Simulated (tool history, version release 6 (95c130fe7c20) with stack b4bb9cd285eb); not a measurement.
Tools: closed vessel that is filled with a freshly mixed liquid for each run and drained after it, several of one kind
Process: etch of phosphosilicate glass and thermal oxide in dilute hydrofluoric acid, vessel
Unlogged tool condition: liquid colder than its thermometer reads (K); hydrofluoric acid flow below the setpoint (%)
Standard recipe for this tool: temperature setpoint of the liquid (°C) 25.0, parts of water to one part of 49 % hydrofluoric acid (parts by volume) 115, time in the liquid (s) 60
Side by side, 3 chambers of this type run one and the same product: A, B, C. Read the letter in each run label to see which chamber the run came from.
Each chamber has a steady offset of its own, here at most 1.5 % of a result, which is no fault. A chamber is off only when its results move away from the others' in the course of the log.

| run | hour | temperature setpoint of the liquid (°C) | parts of water to one part of 49 % hydrofluoric acid (parts by volume) | time in the liquid (s) | hours since the thermometer was replaced | hours since the hydrofluoric acid flow meter was replaced | read-back film thickness of the phosphosilicate glass reference wafer, read on the same gauge (nm) | read-back film thickness of the thermal oxide reference wafer, read on the same gauge (nm) | thickness taken off the phosphosilicate glass on a monitor wafer (nm) | thickness taken off the thermal oxide on a monitor wafer (nm) |
|---|---|---|---|---|---|---|---|---|---|---|
| 1A | 7.7 | 25.0 | 115 | 60 | 2162.2 | 568.8 | 90.002 | 150.00 | 69.298 | 2.3768 |
| 2C | 14.2 | 25.0 | 115 | 60 | 212.2 | 248.0 | 90.020 | 150.01 | 67.565 | 2.3753 |
|  | 14.8 | chamber B: thermometer replaced |
|  | 16.9 | chamber B: hydrofluoric acid flow meter replaced |
| 3B | 25.1 | 25.0 | 115 | 60 | 10.3 | 8.3 | 89.990 | 149.99 | 67.841 | 2.3986 |
| 4B | 38.0 | 25.0 | 115 | 60 | 23.2 | 21.2 | 90.018 | 150.02 | 67.752 | 2.4275 |
| 5A | 45.3 | 28.5 | 115 | 60 | 2199.8 | 606.4 | 90.017 | 150.01 | 79.037 | 2.7652 |
| 6C | 58.4 | 28.5 | 115 | 60 | 256.4 | 292.2 | 89.993 | 150.00 | 77.679 | 2.7115 |
| 7B | 65.1 | 28.5 | 115 | 60 | 50.3 | 48.3 | 90.006 | 150.01 | 77.655 | 2.7431 |
| 8A | 73.6 | 25.0 | 115 | 60 | 2228.1 | 634.7 | 89.989 | 149.97 | 68.956 | 2.4194 |
| 9C | 83.6 | 25.0 | 115 | 60 | 281.6 | 317.4 | 90.007 | 149.96 | 67.567 | 2.3465 |
| 10B | 95.2 | 25.0 | 115 | 60 | 80.4 | 78.4 | 89.992 | 150.01 | 67.695 | 2.3609 |
| 11C | 108.2 | 25.0 | 115 | 60 | 306.2 | 342.0 | 90.006 | 149.99 | 67.636 | 2.4073 |
| 12A | 120.6 | 25.0 | 115 | 60 | 2275.1 | 681.7 | 89.989 | 150.03 | 68.624 | 2.3690 |
| 13C | 128.2 | 25.0 | 115 | 60 | 326.2 | 362.0 | 90.009 | 149.98 | 67.253 | 2.3536 |
| 14A | 137.8 | 25.0 | 115 | 60 | 2292.3 | 698.9 | 90.007 | 150.00 | 68.499 | 2.3948 |
| 15B | 147.1 | 25.0 | 115 | 60 | 132.3 | 130.3 | 90.000 | 150.00 | 67.744 | 2.3962 |
| 16A | 160.2 | 25.0 | 115 | 60 | 2314.7 | 721.3 | 90.006 | 149.96 | 69.705 | 2.4178 |
| 17B | 166.3 | 25.0 | 115 | 60 | 151.5 | 149.5 | 90.001 | 150.02 | 67.278 | 2.3886 |
| 18C | 178.5 | 25.0 | 115 | 85 | 376.5 | 412.3 | 90.020 | 150.01 | 95.989 | 3.4713 |
| 19C | 187.0 | 25.0 | 115 | 85 | 385.0 | 420.8 | 90.004 | 150.03 | 96.324 | 3.4251 |
| 20A | 195.9 | 25.0 | 115 | 85 | 2350.4 | 757.0 | 90.009 | 149.97 | 97.638 | 3.3772 |
| 21B | 202.1 | 25.0 | 115 | 60 | 187.3 | 185.3 | 90.008 | 150.01 | 67.692 | 2.3565 |
| 22A | 213.1 | 25.0 | 115 | 60 | 2367.6 | 774.2 | 90.042 | 150.01 | 69.335 | 2.3645 |
| 23B | 221.2 | 25.0 | 115 | 60 | 206.4 | 204.4 | 90.006 | 149.96 | 68.550 | 2.3919 |
| 24C | 232.9 | 25.0 | 115 | 60 | 430.9 | 466.7 | 90.020 | 150.01 | 68.112 | 2.3609 |
| 25A | 242.7 | 25.0 | 115 | 60 | 2397.2 | 803.8 | 89.987 | 150.04 | 69.065 | 2.3456 |
| 26B | 251.1 | 25.0 | 115 | 60 | 236.3 | 234.3 | 90.019 | 150.03 | 68.143 | 2.4077 |
| 27C | 263.8 | 25.0 | 115 | 95 | 461.8 | 497.6 | 89.991 | 150.02 | 107.220 | 3.7817 |
| 28C | 276.8 | 25.0 | 115 | 95 | 474.8 | 510.6 | 89.984 | 149.98 | 106.150 | 3.7491 |
| 29A | 285.1 | 25.0 | 115 | 95 | 2439.6 | 846.2 | 90.015 | 150.00 | 109.360 | 3.7844 |
| 30B | 298.4 | 25.0 | 115 | 60 | 283.6 | 281.6 | 89.991 | 149.99 | 67.574 | 2.3915 |
| 31C | 311.4 | 25.0 | 115 | 60 | 509.4 | 545.2 | 89.982 | 150.00 | 67.644 | 2.3924 |
| 32A | 320.4 | 25.0 | 115 | 60 | 2474.9 | 881.5 | 90.005 | 149.99 | 69.724 | 2.3863 |
| 33B | 327.9 | 25.0 | 115 | 60 | 313.1 | 311.1 | 90.029 | 149.97 | 68.101 | 2.4095 |
| 34B | 336.5 | 25.0 | 115 | 60 | 321.7 | 319.7 | 89.964 | 149.99 | 67.994 | 2.3761 |
| 35C | 343.9 | 25.0 | 115 | 60 | 541.9 | 577.7 | 90.006 | 150.02 | 67.178 | 2.3377 |

Is one chamber out of step, is the gauge drifting, or do the chambers differ by no more than their own small offsets? For an off chamber, give its letter and the likeliest cause.

All chambers stay in line apart from their small fixed offsets, and the gauge does not drift.
